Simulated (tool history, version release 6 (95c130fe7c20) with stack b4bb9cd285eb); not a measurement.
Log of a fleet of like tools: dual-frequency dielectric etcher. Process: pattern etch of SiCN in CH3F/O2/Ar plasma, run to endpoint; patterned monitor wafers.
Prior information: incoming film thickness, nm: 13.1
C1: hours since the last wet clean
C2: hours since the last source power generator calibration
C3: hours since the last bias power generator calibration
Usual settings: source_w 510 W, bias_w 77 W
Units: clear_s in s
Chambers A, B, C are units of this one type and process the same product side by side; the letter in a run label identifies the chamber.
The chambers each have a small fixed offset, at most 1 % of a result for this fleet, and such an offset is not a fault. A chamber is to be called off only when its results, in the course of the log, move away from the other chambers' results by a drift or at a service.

run 1C day=0.233 | source_w=510 bias_w=77 | C1=183.6 C2=216.2 C3=3134.3 | clear_s=31.605
run 2B day=0.45 | source_w=510 bias_w=77 | C1=33.3 C2=2948.7 C3=1366.8 | clear_s=31.23
run 3A day=0.633 | source_w=510 bias_w=77 | C1=263 C2=132.3 C3=1748 | clear_s=31.329
run 4C day=0.775 | source_w=510 bias_w=77 | C1=196.6 C2=229.2 C3=3147.3 | clear_s=31.253
run 5A day=1.029 | source_w=510 bias_w=77 | C1=272.5 C2=141.8 C3=1757.5 | clear_s=31.226
run 6B day=1.242 | source_w=510 bias_w=77 | C1=52.3 C2=2967.7 C3=1385.8 | clear_s=31.2
run 7B day=1.442 | source_w=510 bias_w=77 | C1=57.1 C2=2972.5 C3=1390.6 | clear_s=31.194
run 8C day=1.604 | source_w=510 bias_w=77 | C1=216.5 C2=249.1 C3=3167.2 | clear_s=31.597
run 9A day=1.842 | source_w=510 bias_w=77 | C1=292 C2=161.3 C3=1777 | clear_s=31.182
run 10C day=2.125 | source_w=510 bias_w=77 | C1=229 C2=261.6 C3=3179.7 | clear_s=31.428
run 11A day=2.346 | source_w=510 bias_w=77 | C1=304.1 C2=173.4 C3=1789.1 | clear_s=30.913
run 12B day=2.488 | source_w=560 bias_w=83 | C1=82.2 C2=2997.6 C3=1415.7 | clear_s=29.304
run 13C day=2.721 | source_w=560 bias_w=83 | C1=243.3 C2=275.9 C3=3194 | clear_s=29.436
run 14A day=3.021 | source_w=560 bias_w=83 | C1=320.3 C2=189.6 C3=1805.3 | clear_s=28.83
run 15B day=3.258 | source_w=510 bias_w=77 | C1=100.7 C2=3016.1 C3=1434.2 | clear_s=31.365
run 16A day=3.508 | source_w=510 bias_w=77 | C1=332 C2=201.3 C3=1817 | clear_s=30.13
run 17B day=3.758 | source_w=460 bias_w=68 | C1=112.7 C2=3028.1 C3=1446.2 | clear_s=33.583
run 18C day=3.979 | source_w=460 bias_w=68 | C1=273.5 C2=306.1 C3=3224.2 | clear_s=34.097
run 19A day=4.179 | source_w=460 bias_w=68 | C1=348.1 C2=217.4 C3=1833.1 | clear_s=32.773
run 20B day=4.367 | source_w=510 bias_w=77 | C1=127.3 C2=3042.7 C3=1460.8 | clear_s=31.208

For the next run the whole fleet of 3 chambers uses the same settings. Give each chamber's results:
run 21A day=4.579 | source_w=510 bias_w=77 | clear_s=?
run 21B day=4.579 | source_w=510 bias_w=77 | clear_s=?
run 21C day=4.579 | source_w=510 bias_w=77 | clear_s=?

run=21A clear_s=29.755
run=21B clear_s=31.041
run=21C clear_s=31.481
